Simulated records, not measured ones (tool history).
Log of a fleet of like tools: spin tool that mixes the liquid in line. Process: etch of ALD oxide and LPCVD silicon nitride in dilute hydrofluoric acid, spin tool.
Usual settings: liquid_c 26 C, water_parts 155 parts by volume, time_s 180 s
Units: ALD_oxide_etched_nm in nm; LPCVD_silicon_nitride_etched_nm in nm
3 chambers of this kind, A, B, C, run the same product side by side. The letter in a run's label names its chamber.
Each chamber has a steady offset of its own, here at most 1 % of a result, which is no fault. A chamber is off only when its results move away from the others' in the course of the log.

| run | hour | liquid_c | water_parts | time_s | hours since the thermometer was replaced | hours since the hydrofluoric acid flow meter was replaced | read-back film thickness of the ALD oxide reference wafer, read on the same gauge (nm) | read-back film thickness of the LPCVD silicon nitride reference wafer, read on the same gauge (nm) | ALD_oxide_etched_nm | LPCVD_silicon_nitride_etched_nm |
|---|---|---|---|---|---|---|---|---|---|---|
| 1B | 3.4 | 26 | 155 | 180 | 80.4 | 565.2 | 80.027 | 80.006 | 28.79 | 0.75427 |
| 2C | 6.7 | 26 | 155 | 180 | 12.3 | 85.6 | 80.009 | 80.024 | 28.736 | 0.725 |
| 3A | 10.8 | 26 | 155 | 180 | 1274.6 | 454.3 | 79.998 | 79.982 | 29.103 | 0.72372 |
| 4C | 13.3 | 26 | 155 | 180 | 18.9 | 92.2 | 79.955 | 79.999 | 28.513 | 0.73949 |
| 5B | 17.8 | 26 | 90 | 140 | 94.8 | 579.6 | 79.998 | 80.011 | 42.327 | 0.95736 |
| 6A | 23.2 | 26 | 90 | 140 | 1287 | 466.7 | 80.01 | 80.004 | 42.061 | 1.0043 |
| 7A | 28.5 | 26 | 90 | 140 | 1292.3 | 472 | 79.984 | 79.972 | 41.866 | 0.94395 |
| 8C | 31.6 | 26 | 155 | 180 | 37.2 | 110.5 | 80.011 | 79.996 | 28.769 | 0.74992 |
| 9B | 34.1 | 26 | 155 | 180 | 111.1 | 595.9 | 80 | 79.985 | 28.942 | 0.73703 |
| 10C | 38.8 | 26 | 155 | 180 | 44.4 | 117.7 | 80.011 | 79.991 | 28.723 | 0.78081 |
| 11A | 42 | 26 | 155 | 180 | 1305.8 | 485.5 | 80.02 | 80.007 | 28.206 | 0.77965 |
| 12B | 44.4 | 26 | 155 | 180 | 121.4 | 606.2 | 79.97 | 80.03 | 28.834 | 0.79949 |
| 13B | 49.6 | 26 | 155 | 180 | 126.6 | 611.4 | 79.988 | 80.001 | 28.912 | 0.76455 |
| 14A | 53.4 | 30.5 | 155 | 180 | 1317.2 | 496.9 | 80.039 | 79.979 | 32.919 | 0.99646 |
| 15C | 58.3 | 30.5 | 155 | 180 | 63.9 | 137.2 | 80.033 | 79.992 | 33.943 | 0.99698 |
| 16C | 63.4 | 30.5 | 155 | 180 | 69 | 142.3 | 80.035 | 80.019 | 34.003 | 0.96038 |
| 17A | 68.1 | 26 | 100 | 180 | 1331.9 | 511.6 | 80.009 | 79.981 | 45.677 | 1.0474 |
| 18B | 73.5 | 26 | 100 | 180 | 150.5 | 635.3 | 80.001 | 79.987 | 47.834 | 1.1717 |
| 19A | 77.7 | 26 | 100 | 180 | 1341.5 | 521.2 | 80 | 80.006 | 46.117 | 1.091 |
| 20B | 82.9 | 26 | 155 | 180 | 159.9 | 644.7 | 80.026 | 79.996 | 28.521 | 0.72429 |
| 21C | 88 | 29.5 | 155 | 275 | 93.6 | 166.9 | 79.996 | 80.02 | 49.625 | 1.403 |
| 22C | 90.6 | 29.5 | 155 | 275 | 96.2 | 169.5 | 80.019 | 80.001 | 50.169 | 1.5543 |
| 23A | 95 | 29.5 | 155 | 275 | 1358.8 | 538.5 | 79.965 | 80.009 | 47.085 | 1.3528 |
| 24B | 99.2 | 26 | 155 | 180 | 176.2 | 661 | 80.003 | 80.017 | 28.872 | 0.67297 |
| 25C | 104.6 | 26 | 155 | 180 | 110.2 | 183.5 | 79.998 | 79.987 | 28.467 | 0.75602 |
| 26A | 109.6 | 26 | 155 | 180 | 1373.4 | 553.1 | 79.989 | 80.015 | 26.65 | 0.73073 |

Next, every chamber runs the same settings. What will each give?
| 27A | 113.5 | 30 | 155 | 180 |  |  |  |  | ? | ? |
| 27B | 113.5 | 30 | 155 | 180 |  |  |  |  | ? | ? |
| 27C | 113.5 | 30 | 155 | 180 |  |  |  |  | ? | ? |

| run | ALD_oxide_etched_nm | LPCVD_silicon_nitride_etched_nm |
|---|---|---|
| 27A | 30.761 | 0.86418 |
| 27B | 33.52 | 0.96675 |
| 27C | 33.461 | 1.0156 |

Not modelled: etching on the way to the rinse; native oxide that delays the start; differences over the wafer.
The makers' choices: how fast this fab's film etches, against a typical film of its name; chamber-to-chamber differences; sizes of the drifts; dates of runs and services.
